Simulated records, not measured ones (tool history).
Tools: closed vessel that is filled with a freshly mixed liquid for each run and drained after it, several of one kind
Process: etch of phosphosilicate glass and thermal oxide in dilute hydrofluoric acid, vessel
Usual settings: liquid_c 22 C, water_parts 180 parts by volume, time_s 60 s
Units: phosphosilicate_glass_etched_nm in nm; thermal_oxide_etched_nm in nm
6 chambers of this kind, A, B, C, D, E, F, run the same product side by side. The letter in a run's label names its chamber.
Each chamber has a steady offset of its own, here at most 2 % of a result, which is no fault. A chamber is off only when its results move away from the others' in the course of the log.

run,hour,liquid_c,water_parts,time_s,"read-back film thickness of the phosphosilicate glass reference wafer, read on the same gauge (nm)","read-back film thickness of the thermal oxide reference wafer, read on the same gauge (nm)",phosphosilicate_glass_etched_nm,thermal_oxide_etched_nm
1A,4.8,22,180,60,129.99,90.012,49.157,1.2929
2E,8.8,22,180,60,129.99,90.016,48.852,1.295
3C,13.2,22,180,60,130.02,89.971,48.445,1.2794
# hour 15.5: chamber C: hydrofluoric acid flow meter replaced
4D,16,22,180,60,130,90.035,50.092,1.3493
5F,19.1,17.5,225,60,129.98,89.999,31.79,0.84525
6B,21.6,17.5,225,60,130,90.011,31.324,0.85434
7D,25.5,17.5,225,60,130.02,90.007,31.918,0.81207
8A,27.7,17.5,225,60,130.02,90.034,31.438,0.80979
9B,31,17.5,225,60,129.97,90.027,31.374,0.8494
10E,35.2,17.5,225,60,130.02,90.06,31.33,0.85988
11C,38.5,22,180,60,130.02,90.041,48.564,1.2647
12F,43.1,22,180,60,129.95,89.983,48.911,1.303
13C,46.5,22,180,60,130.03,90.037,48.793,1.2883
14A,50.3,22,180,60,130.01,89.985,48.99,1.371
15D,52.9,22,180,60,130.05,90.023,49.732,1.3064
16E,56,22,180,60,129.97,90.032,49.245,1.3236
17B,60.8,24,145,60,129.99,89.992,68.288,1.8933
18F,64.2,24,145,60,130.01,90.023,68.232,1.8332
19D,68.5,24,145,60,130,90.019,69.287,1.834
20E,71.9,24,145,60,129.97,90.066,68.908,1.8622
21F,76.4,24,145,60,129.96,90.031,67.764,1.8612
22B,78.5,24,145,60,130.04,89.937,68.495,1.7476
23C,82.4,22,180,60,130,89.925,48.755,1.3035
24A,84.6,22,180,60,130.04,90.007,48.778,1.2051
25E,87.8,22,180,60,130.04,90.024,49.163,1.3255
26F,91.5,22,180,60,130,89.976,48.672,1.3019
27A,96.2,22,180,60,130.03,89.971,48.902,1.2598
28C,99.5,22,180,60,129.99,89.987,48.455,1.2388
29B,104.1,22,180,60,130.01,89.976,49.028,1.2154
30D,108.4,22,180,60,130.03,90.054,49.731,1.3145
31F,112.2,22,180,60,130.01,90.022,48.862,1.3465
32A,116.9,22,180,60,130.02,90.013,48.94,1.3104
33B,121.6,22,180,60,130.04,90.013,48.919,1.3127
34E,124.6,22,180,60,129.99,90.002,49.143,1.3299
35D,128.2,22,180,60,130.04,89.992,49.511,1.3207
36C,132.9,22,180,60,129.95,90.031,48.518,1.2686
37B,137,22,180,60,129.98,89.988,49.307,1.3153
38A,139.2,22,180,85,130,90.02,69.326,1.8533
39C,143.7,22,180,85,130.01,90.001,68.989,1.7525
40F,147.3,22,180,85,130.01,89.983,69.478,1.796
41D,151.5,22,180,85,130.02,90.041,70.383,1.7583

All 6 chambers run these settings next. Forecast each chamber's results:
42A,155,18.5,180,60,,,?,?
42B,155,18.5,180,60,,,?,?
42C,155,18.5,180,60,,,?,?
42D,155,18.5,180,60,,,?,?
42E,155,18.5,180,60,,,?,?
42F,155,18.5,180,60,,,?,?

run,phosphosilicate_glass_etched_nm,thermal_oxide_etched_nm
42A,42.586,1.1287
42B,42.534,1.0948
42C,42.649,1.1446
42D,43.386,1.1819
42E,42.941,1.1583
42F,42.8,1.1865
